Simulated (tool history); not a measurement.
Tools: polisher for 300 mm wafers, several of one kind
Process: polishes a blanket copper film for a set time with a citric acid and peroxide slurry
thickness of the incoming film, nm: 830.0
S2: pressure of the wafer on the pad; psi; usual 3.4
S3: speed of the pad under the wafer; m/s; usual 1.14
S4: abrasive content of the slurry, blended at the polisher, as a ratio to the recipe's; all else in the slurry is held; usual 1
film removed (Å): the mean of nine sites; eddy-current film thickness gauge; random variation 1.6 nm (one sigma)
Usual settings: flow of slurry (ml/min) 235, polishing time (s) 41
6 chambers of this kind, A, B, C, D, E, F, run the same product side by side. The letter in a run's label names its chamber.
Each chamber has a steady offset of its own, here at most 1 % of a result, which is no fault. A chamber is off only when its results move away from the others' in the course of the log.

-- hour=2.5 chamber B: worn pad replaced by a new one
run 1C hour=6.7 | flow_of_slurry_(ml/min)=235 S2=3.4 S3=1.14 S4=1 polishing_time_(s)=41 | film_removed_(Å)=1183.7
run 2D hour=12.8 | flow_of_slurry_(ml/min)=235 S2=3.4 S3=1.14 S4=1 polishing_time_(s)=41 | film_removed_(Å)=1211.6
run 3A hour=23.5 | flow_of_slurry_(ml/min)=235 S2=3.4 S3=1.14 S4=1 polishing_time_(s)=41 | film_removed_(Å)=1199.8
-- hour=29.9 chamber F: worn pad replaced by a new one
run 4F hour=29.9 | flow_of_slurry_(ml/min)=235 S2=3.4 S3=1.14 S4=1 polishing_time_(s)=41 | film_removed_(Å)=1193.1
run 5E hour=39.2 | flow_of_slurry_(ml/min)=235 S2=3.4 S3=1.14 S4=1 polishing_time_(s)=41 | film_removed_(Å)=1182.3
-- hour=44.5 chamber B: slurry blender recalibrated
run 6B hour=46 | flow_of_slurry_(ml/min)=235 S2=3.4 S3=1.14 S4=1 polishing_time_(s)=41 | film_removed_(Å)=1174.7
-- hour=48.1 chamber D: worn pad replaced by a new one
run 7B hour=53.8 | flow_of_slurry_(ml/min)=235 S2=3.4 S3=1.14 S4=1 polishing_time_(s)=41 | film_removed_(Å)=1185.4
-- hour=58.5 chamber C: worn pad replaced by a new one
-- hour=66.6 chamber D: slurry blender recalibrated
run 8C hour=67.5 | flow_of_slurry_(ml/min)=235 S2=3.4 S3=1.14 S4=1 polishing_time_(s)=41 | film_removed_(Å)=1175.5
-- hour=70.8 chamber D: slurry nozzle cleaned
-- hour=72.9 chamber F: slurry blender recalibrated
-- hour=73.1 chamber B: worn pad replaced by a new one
run 9D hour=77.4 | flow_of_slurry_(ml/min)=235 S2=3.4 S3=1.14 S4=1 polishing_time_(s)=41 | film_removed_(Å)=1197.1
-- hour=80 chamber C: slurry nozzle cleaned
run 10A hour=84.3 | flow_of_slurry_(ml/min)=235 S2=3.4 S3=1.14 S4=1 polishing_time_(s)=41 | film_removed_(Å)=1178.5
-- hour=91 chamber A: worn pad replaced by a new one
run 11F hour=96.9 | flow_of_slurry_(ml/min)=235 S2=3.4 S3=1.14 S4=1 polishing_time_(s)=41 | film_removed_(Å)=1196.2
-- hour=99.1 chamber D: head pressure recalibrated
-- hour=106.9 chamber F: head pressure recalibrated
run 12E hour=109.2 | flow_of_slurry_(ml/min)=235 S2=3.4 S3=1.14 S4=1 polishing_time_(s)=41 | film_removed_(Å)=1175.2
-- hour=115.5 chamber D: worn pad replaced by a new one
run 13D hour=121.2 | flow_of_slurry_(ml/min)=235 S2=3.4 S3=1.14 S4=1 polishing_time_(s)=41 | film_removed_(Å)=1159.3
run 14C hour=129.7 | flow_of_slurry_(ml/min)=235 S2=3.4 S3=1.14 S4=1.1 polishing_time_(s)=41 | film_removed_(Å)=1199.1
-- hour=132.3 chamber A: head pressure recalibrated
-- hour=135.7 chamber B: worn pad replaced by a new one
run 15B hour=138.4 | flow_of_slurry_(ml/min)=235 S2=3.4 S3=1.14 S4=1.1 polishing_time_(s)=41 | film_removed_(Å)=1196.9
run 16E hour=146.1 | flow_of_slurry_(ml/min)=235 S2=3.4 S3=1.14 S4=1.1 polishing_time_(s)=41 | film_removed_(Å)=1186.3
-- hour=152.8 chamber A: slurry blender recalibrated
-- hour=155.5 chamber E: worn pad replaced by a new one
run 17A hour=158.8 | flow_of_slurry_(ml/min)=235 S2=3.4 S3=1.14 S4=1.1 polishing_time_(s)=41 | film_removed_(Å)=1178.6
run 18F hour=166.6 | flow_of_slurry_(ml/min)=235 S2=3.4 S3=1.14 S4=1.1 polishing_time_(s)=41 | film_removed_(Å)=1243.7
run 19E hour=177.2 | flow_of_slurry_(ml/min)=235 S2=3.4 S3=1.14 S4=1.1 polishing_time_(s)=41 | film_removed_(Å)=1168.6
-- hour=180.5 chamber C: worn pad replaced by a new one
-- hour=184.8 chamber F: worn pad replaced by a new one
run 20C hour=186.3 | flow_of_slurry_(ml/min)=235 S2=3.4 S3=1.14 S4=1 polishing_time_(s)=41 | film_removed_(Å)=1205.5
-- hour=187.3 chamber D: worn pad replaced by a new one
run 21F hour=198.5 | flow_of_slurry_(ml/min)=235 S2=3.4 S3=1.14 S4=1 polishing_time_(s)=41 | film_removed_(Å)=1193.4
-- hour=206.8 chamber B: worn pad replaced by a new one
run 22B hour=208 | flow_of_slurry_(ml/min)=235 S2=3.4 S3=1.14 S4=1 polishing_time_(s)=41 | film_removed_(Å)=1149.6
-- hour=219.3 chamber C: slurry blender recalibrated
run 23A hour=220.1 | flow_of_slurry_(ml/min)=235 S2=3.4 S3=1.14 S4=1 polishing_time_(s)=41 | film_removed_(Å)=1202.3
run 24D hour=226.5 | flow_of_slurry_(ml/min)=235 S2=3.4 S3=1.14 S4=1 polishing_time_(s)=41 | film_removed_(Å)=1178.8
run 25D hour=234.7 | flow_of_slurry_(ml/min)=235 S2=3.4 S3=1.14 S4=1 polishing_time_(s)=41 | film_removed_(Å)=1165.1
-- hour=237.9 chamber B: slurry nozzle cleaned
run 26A hour=242.5 | flow_of_slurry_(ml/min)=290 S2=3.4 S3=1.14 S4=1.2 polishing_time_(s)=41 | film_removed_(Å)=1240.8
run 27E hour=248.7 | flow_of_slurry_(ml/min)=290 S2=3.4 S3=1.14 S4=1.2 polishing_time_(s)=41 | film_removed_(Å)=1193.5
-- hour=261.5 chamber D: worn pad replaced by a new one
run 28C hour=262.6 | flow_of_slurry_(ml/min)=290 S2=3.4 S3=1.14 S4=1.2 polishing_time_(s)=41 | film_removed_(Å)=1251.7
-- hour=269.8 chamber B: worn pad replaced by a new one
run 29B hour=270.4 | flow_of_slurry_(ml/min)=290 S2=3.4 S3=1.14 S4=1.2 polishing_time_(s)=41 | film_removed_(Å)=1233.1
-- hour=273.1 chamber C: slurry nozzle cleaned
-- hour=276.3 chamber A: worn pad replaced by a new one
run 30F hour=280.9 | flow_of_slurry_(ml/min)=290 S2=3.4 S3=1.14 S4=1.2 polishing_time_(s)=41 | film_removed_(Å)=1232
-- hour=284.2 chamber D: slurry blender recalibrated
-- hour=288.1 chamber E: head pressure recalibrated
run 31B hour=290.8 | flow_of_slurry_(ml/min)=290 S2=3.4 S3=1.14 S4=1.2 polishing_time_(s)=41 | film_removed_(Å)=1242.7
-- hour=296.8 chamber C: worn pad replaced by a new one
run 32D hour=299 | flow_of_slurry_(ml/min)=235 S2=2.3 S3=1.32 S4=1 polishing_time_(s)=41 | film_removed_(Å)=915.34
-- hour=305.2 chamber E: worn pad replaced by a new one
run 33C hour=305.6 | flow_of_slurry_(ml/min)=235 S2=2.3 S3=1.32 S4=1 polishing_time_(s)=41 | film_removed_(Å)=932.09
-- hour=311.2 chamber F: worn pad replaced by a new one
run 34A hour=318.3 | flow_of_slurry_(ml/min)=235 S2=2.3 S3=1.32 S4=1 polishing_time_(s)=41 | film_removed_(Å)=944.38
run 35E hour=328 | flow_of_slurry_(ml/min)=235 S2=2.3 S3=1.32 S4=1 polishing_time_(s)=41 | film_removed_(Å)=855.81
run 36F hour=334.2 | flow_of_slurry_(ml/min)=235 S2=2.3 S3=1.32 S4=1 polishing_time_(s)=41 | film_removed_(Å)=930.93

All 6 chambers run these settings next. Forecast each chamber's results:
run 37A hour=344.2 | flow_of_slurry_(ml/min)=235 S2=3.4 S3=1.14 S4=1 polishing_time_(s)=41 | film_removed_(Å)=?
run 37B hour=344.2 | flow_of_slurry_(ml/min)=235 S2=3.4 S3=1.14 S4=1 polishing_time_(s)=41 | film_removed_(Å)=?
run 37C hour=344.2 | flow_of_slurry_(ml/min)=235 S2=3.4 S3=1.14 S4=1 polishing_time_(s)=41 | film_removed_(Å)=?
run 37D hour=344.2 | flow_of_slurry_(ml/min)=235 S2=3.4 S3=1.14 S4=1 polishing_time_(s)=41 | film_removed_(Å)=?
run 37E hour=344.2 | flow_of_slurry_(ml/min)=235 S2=3.4 S3=1.14 S4=1 polishing_time_(s)=41 | film_removed_(Å)=?
run 37F hour=344.2 | flow_of_slurry_(ml/min)=235 S2=3.4 S3=1.14 S4=1 polishing_time_(s)=41 | film_removed_(Å)=?

run=37A film_removed_(Å)=1147.4
run=37B film_removed_(Å)=1211.3
run=37C film_removed_(Å)=1187.3
run=37D film_removed_(Å)=1176.5
run=37E film_removed_(Å)=1068.4
run=37F film_removed_(Å)=1216.2
